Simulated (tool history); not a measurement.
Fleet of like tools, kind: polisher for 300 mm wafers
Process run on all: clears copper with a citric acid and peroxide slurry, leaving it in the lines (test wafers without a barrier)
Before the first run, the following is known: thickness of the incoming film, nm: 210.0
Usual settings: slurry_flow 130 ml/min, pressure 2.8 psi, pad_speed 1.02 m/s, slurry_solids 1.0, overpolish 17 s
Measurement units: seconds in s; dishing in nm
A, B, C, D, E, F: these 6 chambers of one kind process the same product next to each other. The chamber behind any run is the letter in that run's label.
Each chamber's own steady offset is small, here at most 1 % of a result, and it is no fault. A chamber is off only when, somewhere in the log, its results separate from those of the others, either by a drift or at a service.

run   hour  slurry_flow  pressure  pad_speed  slurry_solids  overpolish  seconds  dishing
 1F    5.8          130       2.8       1.02            1.0          17   113.87   23.300
 2D   16.2          130       2.8       1.02            1.0          17   115.72   22.923
 3A   24.9          130       2.8       1.02            1.0          17   117.44   22.786
      25.3  -- chamber E: worn pad replaced by a new one
 4B   30.8          130       2.8       1.02            1.0          17   113.75   22.884
      31.4  -- chamber D: worn pad replaced by a new one
      36.6  -- chamber A: slurry blender recalibrated
      37.5  -- chamber E: head pressure recalibrated
      39.2  -- chamber F: slurry blender recalibrated
 5E   39.5          130       2.8       1.02            1.0          17   113.92   22.171
      41.6  -- chamber C: worn pad replaced by a new one
 6C   51.2          130       2.8       1.02            1.0          17   114.66   22.581
      59.0  -- chamber A: worn pad replaced by a new one
 7D   61.5          130       2.8       1.02            1.0          17   116.17   22.408
      69.6  -- chamber B: slurry blender recalibrated
 8C   71.2          130       2.8       1.02            1.0          17   114.95   22.470
 9E   77.2          130       2.8       1.02            1.0          17   115.37   23.038
      78.2  -- chamber B: slurry nozzle cleaned
      80.4  -- chamber C: slurry nozzle cleaned
      82.8  -- chamber F: worn pad replaced by a new one
10A   86.3          130       2.8       1.02            1.0          17   116.70   22.269
      87.6  -- chamber D: head pressure recalibrated
11B   97.8          130       2.8       1.02            1.0          17   112.48   23.126
     101.1  -- chamber E: worn pad replaced by a new one
12F  103.2          130       2.8       1.02            1.0          17   113.69   23.603
     103.6  -- chamber C: worn pad replaced by a new one
     105.9  -- chamber D: slurry blender recalibrated
13E  111.4          130       2.8       1.02            1.0          17   114.09   23.278
14C  120.6          130       2.8       1.02            1.0          17   114.17   23.081
     130.5  -- chamber D: worn pad replaced by a new one
15F  131.9          130       2.8       1.02            1.0          17   116.19   23.094
16B  138.4          130       2.8       1.02            1.0          20   115.60   26.031
17A  146.1          130       2.8       1.02            1.0          20   114.05   26.601
     149.9  -- chamber A: worn pad replaced by a new one
18D  153.3          130       2.8       1.02            1.0          20   113.78   26.340
19E  164.2          130       2.8       1.02            1.0          20   115.47   25.965
20D  173.0          130       2.8       1.02            1.0          20   113.71   26.913
     175.3  -- chamber C: worn pad replaced by a new one
21F  178.8          130       2.8       1.02            1.0          20   113.43   27.104
     180.2  -- chamber F: worn pad replaced by a new one
     184.9  -- chamber E: worn pad replaced by a new one
22B  190.6          130       2.8       1.02            1.0          17   120.48   21.958
23C  201.8          130       2.8       1.02            1.0          12   114.40   16.540
     202.4  -- chamber F: slurry blender recalibrated
24A  211.8          130       2.8       1.02            1.0          12   115.78   16.620
25A  217.5          130       2.8       1.02            1.0          12   115.98   16.548
     221.7  -- chamber C: slurry blender recalibrated
26C  225.9          130       2.8       1.02            1.0          12   113.05   16.093
27F  232.3          130       2.8       1.02            1.0          12   114.60   16.676
     232.9  -- chamber E: slurry blender recalibrated
     236.7  -- chamber A: worn pad replaced by a new one
28E  240.5          130       2.8       1.02            1.0          12   114.58   16.488
     242.0  -- chamber C: worn pad replaced by a new one
29B  248.1          130       2.8       1.02            1.0          17   121.96   21.673
     253.0  -- chamber D: worn pad replaced by a new one
30D  259.8          130       2.8       1.02            1.0          17   113.82   22.610
31C  265.1          130       2.8       1.02            1.0          17   113.98   22.657
     267.0  -- chamber B: head pressure recalibrated
     267.4  -- chamber F: worn pad replaced by a new one
     268.8  -- chamber E: worn pad replaced by a new one
32A  273.3          150       2.8       1.02            1.0          17   111.79   22.812
     277.3  -- chamber F: slurry nozzle cleaned
33F  282.7          150       2.8       1.02            1.0          17   110.17   23.625
34E  294.3          150       2.8       1.02            1.0          17   113.33   23.738
35D  304.7          150       2.8       1.02            1.0          17   111.02   23.512
     307.2  -- chamber B: slurry blender recalibrated
36B  311.3          150       2.8       1.02            1.0          17   124.89   20.972
37B  322.2          150       2.8       1.02            1.0          17   124.26   21.146

Does one chamber stand apart from the rest, does the shared gauge drift, or is all well apart from small per-chamber offsets? Give the chamber and the most likely cause, where there is one.

One chamber, B, drifts off from the rest bit by bit.
Likeliest cause: removal rate lost through wear of the pad, % = 11.6.
It could be hard to tell apart here from: slurry flow missing at the pad, %.

Below are 4 candidate recipes for chamber B's next run, each the usual settings with a change, their results shown as question marks. Which of them brings B's results back in line with what the other chambers give on the usual settings?
Counts as in line when no further than this from what the other chambers average on the usual settings: seconds 3.70 s; dishing 1.100 nm
38B-1  330.6          130       3.0       1.08            1.0          17        ?        ?
38B-2  330.6          130       2.7       1.00            1.0          17        ?        ?
38B-3  330.6          130       2.9       1.04            1.0          17        ?        ?
38B-4  330.6          130       2.6       0.96            1.0          17        ?        ?

On the usual settings, the other chambers give on average: seconds 114.75 s; dishing 22.896 nm
  run  seconds  dishing
38B-1   114.43   22.876
38B-2   136.41   19.397
38B-3   122.62   21.447
38B-4   147.09   18.067
38B-1 puts the chamber back in line with the other chambers.
